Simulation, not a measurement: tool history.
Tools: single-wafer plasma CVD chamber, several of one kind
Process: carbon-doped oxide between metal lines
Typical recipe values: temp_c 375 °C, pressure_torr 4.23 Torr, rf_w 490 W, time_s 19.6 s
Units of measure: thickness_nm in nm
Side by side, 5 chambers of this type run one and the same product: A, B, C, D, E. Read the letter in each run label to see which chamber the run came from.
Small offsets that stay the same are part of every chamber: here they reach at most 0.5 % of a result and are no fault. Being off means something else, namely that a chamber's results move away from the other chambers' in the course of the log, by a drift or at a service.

run,day,temp_c,pressure_torr,rf_w,time_s,"read-back reference wafer on the same gauge, thickness_nm",thickness_nm
1C,0.254,375,4.23,490,19.6,79.173,90.931
2A,0.712,375,4.23,490,19.6,79.155,91.198
3E,1.133,375,4.23,490,19.6,79.13,91.117
4D,1.696,375,4.23,490,19.6,79.271,91.516
5B,2.192,375,3.35,490,21.7,79.195,98.075
6A,2.55,375,3.35,490,21.7,79.182,98.706
7B,2.975,375,3.35,490,21.7,79.218,97.446
8D,3.521,375,3.35,490,21.7,79.211,98.832
9E,3.942,375,3.35,490,21.7,79.213,98.484
# day 4.038: chamber C: thermocouple changed; heater temperature recalibrated
10C,4.379,375,4.23,490,19.6,79.195,91.123
11C,4.938,369,4.23,490,19.6,79.293,92.159
12A,5.267,369,4.23,490,19.6,79.161,92.327
13B,5.608,369,4.23,490,19.6,79.253,92.088
14D,6.175,369,4.23,490,19.6,79.094,92.401
15E,6.667,369,4.23,490,19.6,79.167,93.362
16A,7.104,375,4.23,490,19.6,79.257,91.467
17D,7.65,375,4.23,490,19.6,79.225,91.454
# day 7.738: chamber D: RF generator calibrated
18C,8.083,375,4.23,490,19.6,79.137,91.431
19E,8.517,375,5.05,490,21.2,79.178,101.29
20B,9.054,375,5.05,490,21.2,79.239,101.01
21E,9.421,375,5.05,490,21.2,79.149,101.62
22C,9.883,375,5.05,490,21.2,79.133,101.16
23B,10.454,375,5.05,490,21.2,79.283,101.31
24A,10.808,375,4.23,490,19.6,79.226,91.102
25D,11.312,375,4.23,490,19.6,79.247,91.483
# day 11.396: chamber A: capacitance manometer re-zeroed and calibrated
26C,11.792,375,4.23,490,19.6,79.244,90.856
# day 11.821: chamber C: capacitance manometer re-zeroed and calibrated
# day 11.992: chamber B: RF generator calibrated
27D,12.354,375,4.23,490,19.6,79.164,91.676
28A,12.754,375,4.23,490,19.6,79.257,91.167
29B,13.079,375,4.23,490,19.6,79.193,91.524
30E,13.483,375,4.23,540,23.1,79.228,114.56
31D,13.875,375,4.23,540,23.1,79.174,114.66
32E,14.167,375,4.23,540,23.1,79.276,114.69
33B,14.571,375,4.23,540,23.1,79.218,114.61
34A,14.858,375,4.23,540,23.1,79.263,114.37
35C,15.204,375,4.23,490,19.6,79.238,90.642
36C,15.558,375,5.05,490,19.6,79.154,92.797

Is one chamber out of step, is the gauge drifting, or do the chambers differ by no more than their own small offsets? For an off chamber, give its letter and the likeliest cause.

The fleet is healthy, with each chamber sitting at its usual small offset and no drift in the gauge.
